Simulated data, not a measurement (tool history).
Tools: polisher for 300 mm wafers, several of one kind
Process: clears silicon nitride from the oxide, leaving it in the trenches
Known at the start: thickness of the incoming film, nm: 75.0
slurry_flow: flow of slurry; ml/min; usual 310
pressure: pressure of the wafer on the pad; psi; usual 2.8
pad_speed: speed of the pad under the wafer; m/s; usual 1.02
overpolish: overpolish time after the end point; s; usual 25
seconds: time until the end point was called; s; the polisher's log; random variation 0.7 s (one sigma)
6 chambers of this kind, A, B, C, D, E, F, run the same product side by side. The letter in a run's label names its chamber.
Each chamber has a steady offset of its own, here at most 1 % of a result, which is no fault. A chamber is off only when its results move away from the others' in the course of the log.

| run | hour | slurry_flow | pressure | pad_speed | overpolish | wafers polished on this pad | hours since the slurry nozzle was cleaned | hours since the head pressure was calibrated | seconds |
|---|---|---|---|---|---|---|---|---|---|
| 1F | 6.5 | 310 | 2.8 | 1.02 | 25 | 340 | 44.5 | 488.3 | 70.580 |
| 2B | 11.6 | 310 | 2.8 | 1.02 | 25 | 528 | 119.3 | 54.1 | 69.072 |
|  | 17.0 | chamber B: worn pad replaced by a new one |
| 3C | 18.1 | 310 | 2.8 | 1.02 | 25 | 882 | 272.5 | 478.6 | 68.307 |
|  | 22.1 | chamber C: worn pad replaced by a new one |
| 4E | 22.2 | 310 | 2.8 | 1.02 | 25 | 202 | 270.4 | 371.3 | 69.440 |
| 5D | 27.5 | 310 | 2.8 | 0.82 | 25 | 556 | 89.5 | 214.0 | 85.852 |
| 6A | 32.3 | 310 | 2.8 | 0.82 | 25 | 412 | 103.3 | 883.5 | 87.114 |
| 7D | 39.6 | 310 | 2.8 | 0.82 | 25 | 663 | 101.6 | 226.1 | 87.675 |
|  | 41.2 | chamber F: worn pad replaced by a new one |
| 8F | 44.1 | 310 | 2.8 | 0.82 | 25 | 25 | 82.1 | 525.9 | 87.426 |
| 9C | 49.2 | 310 | 2.8 | 0.82 | 25 | 238 | 303.6 | 509.7 | 84.236 |
| 10B | 53.0 | 310 | 2.8 | 0.82 | 25 | 317 | 160.7 | 95.5 | 86.022 |
| 11E | 59.5 | 310 | 2.8 | 1.02 | 25 | 531 | 307.7 | 408.6 | 71.013 |
| 12A | 65.4 | 310 | 2.8 | 1.02 | 25 | 704 | 136.4 | 916.6 | 70.319 |
| 13E | 69.9 | 310 | 2.8 | 1.02 | 25 | 622 | 318.1 | 419.0 | 70.395 |
| 14B | 76.5 | 310 | 2.8 | 1.02 | 25 | 524 | 184.2 | 119.0 | 68.929 |
|  | 77.3 | chamber B: worn pad replaced by a new one |
|  | 81.7 | chamber E: worn pad replaced by a new one |
| 15C | 84.0 | 310 | 2.8 | 1.02 | 25 | 545 | 338.4 | 544.5 | 68.103 |
| 16A | 87.9 | 310 | 2.8 | 1.02 | 25 | 902 | 158.9 | 939.1 | 70.592 |
|  | 90.4 | chamber D: worn pad replaced by a new one |
| 17F | 95.0 | 310 | 2.8 | 1.02 | 25 | 473 | 133.0 | 576.8 | 69.477 |
| 18D | 100.4 | 310 | 2.8 | 1.02 | 25 | 88 | 162.4 | 286.9 | 68.740 |
|  | 100.8 | chamber F: worn pad replaced by a new one |
|  | 101.1 | chamber A: worn pad replaced by a new one |
| 19E | 104.9 | 310 | 2.8 | 1.02 | 25 | 204 | 353.1 | 454.0 | 69.395 |
| 20A | 110.4 | 310 | 2.8 | 1.02 | 25 | 82 | 181.4 | 961.6 | 70.357 |
| 21C | 116.0 | 310 | 2.8 | 1.02 | 25 | 826 | 370.4 | 576.5 | 68.461 |
|  | 119.6 | chamber D: slurry nozzle cleaned |
| 22B | 119.6 | 310 | 2.8 | 1.02 | 25 | 372 | 227.3 | 162.1 | 70.649 |
| 23F | 126.9 | 310 | 2.8 | 1.02 | 25 | 230 | 164.9 | 608.7 | 68.981 |
|  | 130.4 | chamber C: worn pad replaced by a new one |
| 24D | 132.0 | 310 | 2.8 | 1.02 | 25 | 366 | 12.5 | 318.5 | 69.949 |
| 25E | 137.4 | 310 | 2.8 | 1.02 | 25 | 490 | 385.6 | 486.5 | 69.840 |
| 26A | 142.8 | 310 | 2.8 | 1.02 | 25 | 367 | 213.8 | 994.0 | 70.956 |
|  | 147.9 | chamber B: worn pad replaced by a new one |
| 27F | 148.7 | 310 | 2.8 | 1.02 | 25 | 422 | 186.7 | 630.5 | 69.855 |
| 28B | 155.3 | 310 | 2.8 | 1.02 | 25 | 65 | 263.0 | 197.8 | 70.755 |
| 29C | 158.9 | 310 | 2.8 | 1.02 | 25 | 251 | 413.3 | 619.4 | 69.040 |
|  | 160.4 | chamber F: worn pad replaced by a new one |
| 30D | 163.8 | 310 | 2.8 | 1.02 | 25 | 646 | 44.3 | 350.3 | 68.798 |
| 31C | 167.3 | 310 | 2.8 | 1.02 | 25 | 325 | 421.7 | 627.8 | 69.274 |
| 32F | 172.1 | 310 | 2.8 | 1.02 | 25 | 103 | 210.1 | 653.9 | 70.582 |
| 33D | 176.7 | 310 | 2.8 | 1.02 | 25 | 760 | 57.2 | 363.2 | 69.413 |
|  | 182.0 | chamber E: worn pad replaced by a new one |
| 34B | 183.2 | 310 | 2.8 | 1.02 | 25 | 311 | 290.9 | 225.7 | 70.294 |
| 35A | 189.5 | 310 | 2.8 | 1.02 | 25 | 778 | 260.5 | 1040.7 | 70.621 |
|  | 190.5 | chamber A: worn pad replaced by a new one |
| 36E | 194.5 | 310 | 2.8 | 1.02 | 25 | 110 | 442.7 | 543.6 | 70.783 |
| 37C | 198.0 | 310 | 2.8 | 1.02 | 25 | 595 | 452.4 | 658.5 | 67.981 |
| 38B | 202.7 | 310 | 2.8 | 1.02 | 25 | 482 | 310.4 | 245.2 | 68.674 |
| 39E | 208.7 | 310 | 2.8 | 1.02 | 25 | 235 | 456.9 | 557.8 | 69.797 |
| 40A | 212.3 | 310 | 2.8 | 1.02 | 25 | 192 | 283.3 | 1063.5 | 70.740 |
| 41F | 218.9 | 310 | 2.8 | 1.02 | 25 | 515 | 256.9 | 700.7 | 68.717 |

Next, every chamber runs the same settings. What will each give?
| 42A | 224.6 | 310 | 2.8 | 1.22 | 25 |  |  |  | ? |
| 42B | 224.6 | 310 | 2.8 | 1.22 | 25 |  |  |  | ? |
| 42C | 224.6 | 310 | 2.8 | 1.22 | 25 |  |  |  | ? |
| 42D | 224.6 | 310 | 2.8 | 1.22 | 25 |  |  |  | ? |
| 42E | 224.6 | 310 | 2.8 | 1.22 | 25 |  |  |  | ? |
| 42F | 224.6 | 310 | 2.8 | 1.22 | 25 |  |  |  | ? |

| run | seconds |
|---|---|
| 42A | 59.052 |
| 42B | 57.551 |
| 42C | 57.853 |
| 42D | 57.123 |
| 42E | 58.971 |
| 42F | 58.791 |
